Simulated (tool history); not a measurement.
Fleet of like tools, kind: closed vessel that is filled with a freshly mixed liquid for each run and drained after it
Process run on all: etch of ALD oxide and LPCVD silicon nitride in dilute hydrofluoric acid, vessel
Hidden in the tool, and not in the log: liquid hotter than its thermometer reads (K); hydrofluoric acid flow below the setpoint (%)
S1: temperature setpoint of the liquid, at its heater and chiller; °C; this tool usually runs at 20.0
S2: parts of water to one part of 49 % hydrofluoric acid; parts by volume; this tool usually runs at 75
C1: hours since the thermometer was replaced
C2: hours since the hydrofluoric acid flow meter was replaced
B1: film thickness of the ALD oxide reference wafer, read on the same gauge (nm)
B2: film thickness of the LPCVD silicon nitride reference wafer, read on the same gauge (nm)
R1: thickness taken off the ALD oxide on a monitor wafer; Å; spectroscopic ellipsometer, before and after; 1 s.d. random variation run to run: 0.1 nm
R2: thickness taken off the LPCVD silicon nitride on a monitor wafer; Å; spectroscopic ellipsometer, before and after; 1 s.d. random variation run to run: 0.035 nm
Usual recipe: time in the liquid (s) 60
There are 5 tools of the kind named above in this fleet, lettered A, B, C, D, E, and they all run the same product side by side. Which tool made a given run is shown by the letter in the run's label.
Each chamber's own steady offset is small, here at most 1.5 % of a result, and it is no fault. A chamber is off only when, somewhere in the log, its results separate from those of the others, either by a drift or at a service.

run 1C day=0.271 | S1=20.0 S2=75 time_in_the_liquid_(s)=60 | C1=1289.0 C2=561.6 | B1=40.026 B2=69.984 | R1=121.270 R2=2.3461
run 2D day=0.629 | S1=20.0 S2=75 time_in_the_liquid_(s)=60 | C1=1263.1 C2=1084.4 | B1=40.016 B2=70.008 | R1=121.230 R2=3.0616
-- day=0.917 chamber D: hydrofluoric acid flow meter replaced
-- day=1.008 chamber E: hydrofluoric acid flow meter replaced
run 3E day=1.042 | S1=20.0 S2=75 time_in_the_liquid_(s)=60 | C1=1401.6 C2=0.9 | B1=39.968 B2=69.994 | R1=120.780 R2=2.3343
run 4B day=1.288 | S1=20.0 S2=75 time_in_the_liquid_(s)=60 | C1=1110.7 C2=226.3 | B1=39.961 B2=70.041 | R1=118.650 R2=3.1558
run 5A day=1.496 | S1=20.0 S2=75 time_in_the_liquid_(s)=60 | C1=2051.6 C2=363.2 | B1=40.060 B2=70.018 | R1=122.310 R2=2.6594
run 6C day=1.883 | S1=17.5 S2=75 time_in_the_liquid_(s)=40 | C1=1327.7 C2=600.3 | B1=40.040 B2=70.032 | R1=73.235 R2=1.4806
run 7E day=2.258 | S1=17.5 S2=75 time_in_the_liquid_(s)=40 | C1=1430.8 C2=30.1 | B1=40.000 B2=70.001 | R1=73.008 R2=1.5214
run 8D day=2.479 | S1=17.5 S2=75 time_in_the_liquid_(s)=40 | C1=1307.5 C2=37.6 | B1=39.960 B2=70.028 | R1=73.390 R2=1.6661
run 9B day=2.717 | S1=17.5 S2=75 time_in_the_liquid_(s)=40 | C1=1145.0 C2=260.6 | B1=39.978 B2=69.982 | R1=71.716 R2=1.3663
run 10A day=3.112 | S1=17.5 S2=75 time_in_the_liquid_(s)=40 | C1=2090.4 C2=402.0 | B1=40.023 B2=70.020 | R1=72.973 R2=1.3845
run 11B day=3.408 | S1=17.0 S2=75 time_in_the_liquid_(s)=60 | C1=1161.6 C2=277.2 | B1=39.992 B2=70.001 | R1=106.150 R2=2.5851
run 12E day=3.788 | S1=17.0 S2=75 time_in_the_liquid_(s)=60 | C1=1467.5 C2=66.8 | B1=40.007 B2=69.998 | R1=106.640 R2=2.2031
run 13C day=4.033 | S1=17.0 S2=75 time_in_the_liquid_(s)=60 | C1=1379.3 C2=651.9 | B1=40.005 B2=69.997 | R1=108.890 R2=2.5887
run 14A day=4.225 | S1=17.0 S2=75 time_in_the_liquid_(s)=60 | C1=2117.1 C2=428.7 | B1=39.986 B2=69.989 | R1=106.870 R2=1.8057
run 15D day=4.592 | S1=17.0 S2=75 time_in_the_liquid_(s)=60 | C1=1358.2 C2=88.3 | B1=39.962 B2=69.981 | R1=106.260 R2=2.1696
run 16A day=4.908 | S1=20.0 S2=75 time_in_the_liquid_(s)=60 | C1=2133.5 C2=445.1 | B1=39.980 B2=70.014 | R1=122.250 R2=2.7890
run 17D day=5.188 | S1=20.0 S2=75 time_in_the_liquid_(s)=60 | C1=1372.5 C2=102.6 | B1=40.021 B2=70.021 | R1=122.360 R2=2.2735
run 18C day=5.621 | S1=20.0 S2=75 time_in_the_liquid_(s)=60 | C1=1417.4 C2=690.0 | B1=40.027 B2=70.001 | R1=123.960 R2=2.9010
run 19E day=5.996 | S1=20.0 S2=75 time_in_the_liquid_(s)=60 | C1=1520.5 C2=119.8 | B1=39.969 B2=69.987 | R1=121.660 R2=2.8412
run 20B day=6.196 | S1=20.0 S2=75 time_in_the_liquid_(s)=60 | C1=1228.5 C2=344.1 | B1=40.011 B2=69.968 | R1=121.250 R2=2.6983
run 21D day=6.579 | S1=20.0 S2=75 time_in_the_liquid_(s)=60 | C1=1405.9 C2=136.0 | B1=39.993 B2=70.016 | R1=122.160 R2=2.3720
run 22C day=6.992 | S1=20.0 S2=75 time_in_the_liquid_(s)=60 | C1=1450.3 C2=722.9 | B1=40.003 B2=69.996 | R1=121.240 R2=2.9933
run 23A day=7.317 | S1=20.0 S2=75 time_in_the_liquid_(s)=60 | C1=2191.3 C2=502.9 | B1=40.043 B2=70.009 | R1=122.810 R2=3.4015
run 24B day=7.583 | S1=20.0 S2=75 time_in_the_liquid_(s)=60 | C1=1261.8 C2=377.4 | B1=39.998 B2=70.012 | R1=120.190 R2=2.9126
run 25E day=7.904 | S1=20.0 S2=75 time_in_the_liquid_(s)=60 | C1=1566.3 C2=165.6 | B1=39.980 B2=69.947 | R1=121.420 R2=3.1492
run 26C day=8.133 | S1=20.0 S2=75 time_in_the_liquid_(s)=60 | C1=1477.7 C2=750.3 | B1=39.998 B2=69.984 | R1=123.910 R2=3.1168
run 27E day=8.521 | S1=20.0 S2=75 time_in_the_liquid_(s)=60 | C1=1581.1 C2=180.4 | B1=39.998 B2=69.983 | R1=119.890 R2=3.1375
run 28B day=8.942 | S1=18.0 S2=75 time_in_the_liquid_(s)=80 | C1=1294.4 C2=410.0 | B1=39.985 B2=69.986 | R1=149.940 R2=3.4614
run 29D day=9.212 | S1=18.0 S2=75 time_in_the_liquid_(s)=80 | C1=1469.1 C2=199.2 | B1=40.014 B2=70.002 | R1=150.440 R2=3.5576
run 30A day=9.496 | S1=18.0 S2=75 time_in_the_liquid_(s)=80 | C1=2243.6 C2=555.2 | B1=40.002 B2=69.995 | R1=148.590 R2=3.7232
run 31B day=9.733 | S1=18.0 S2=75 time_in_the_liquid_(s)=80 | C1=1313.4 C2=429.0 | B1=39.976 B2=70.012 | R1=145.490 R2=3.6698
-- day=9.754 chamber C: hydrofluoric acid flow meter replaced
run 32A day=10.042 | S1=18.0 S2=75 time_in_the_liquid_(s)=80 | C1=2256.7 C2=568.3 | B1=39.975 B2=69.995 | R1=148.200 R2=3.4849
run 33E day=10.392 | S1=20.0 S2=75 time_in_the_liquid_(s)=60 | C1=1626.0 C2=225.3 | B1=39.991 B2=69.995 | R1=119.360 R2=2.9909
run 34C day=10.704 | S1=20.0 S2=75 time_in_the_liquid_(s)=60 | C1=1539.4 C2=22.9 | B1=39.998 B2=70.005 | R1=124.240 R2=3.2509
run 35D day=10.942 | S1=20.0 S2=75 time_in_the_liquid_(s)=60 | C1=1510.6 C2=240.7 | B1=39.961 B2=69.957 | R1=121.860 R2=2.9085
run 36B day=11.229 | S1=20.0 S2=75 time_in_the_liquid_(s)=60 | C1=1349.3 C2=464.9 | B1=40.012 B2=69.983 | R1=119.510 R2=2.4717
run 37E day=11.562 | S1=20.0 S2=75 time_in_the_liquid_(s)=60 | C1=1654.1 C2=253.4 | B1=40.032 B2=70.033 | R1=121.110 R2=3.3553

Which is it: a chamber that has drifted or been left off by a service, a gauge drift common to all chambers, or only each chamber's usual small offset? If a chamber is off, name it and its likeliest cause.

Nothing is wrong: each chamber keeps only its own small, steady offset and the gauge holds still.

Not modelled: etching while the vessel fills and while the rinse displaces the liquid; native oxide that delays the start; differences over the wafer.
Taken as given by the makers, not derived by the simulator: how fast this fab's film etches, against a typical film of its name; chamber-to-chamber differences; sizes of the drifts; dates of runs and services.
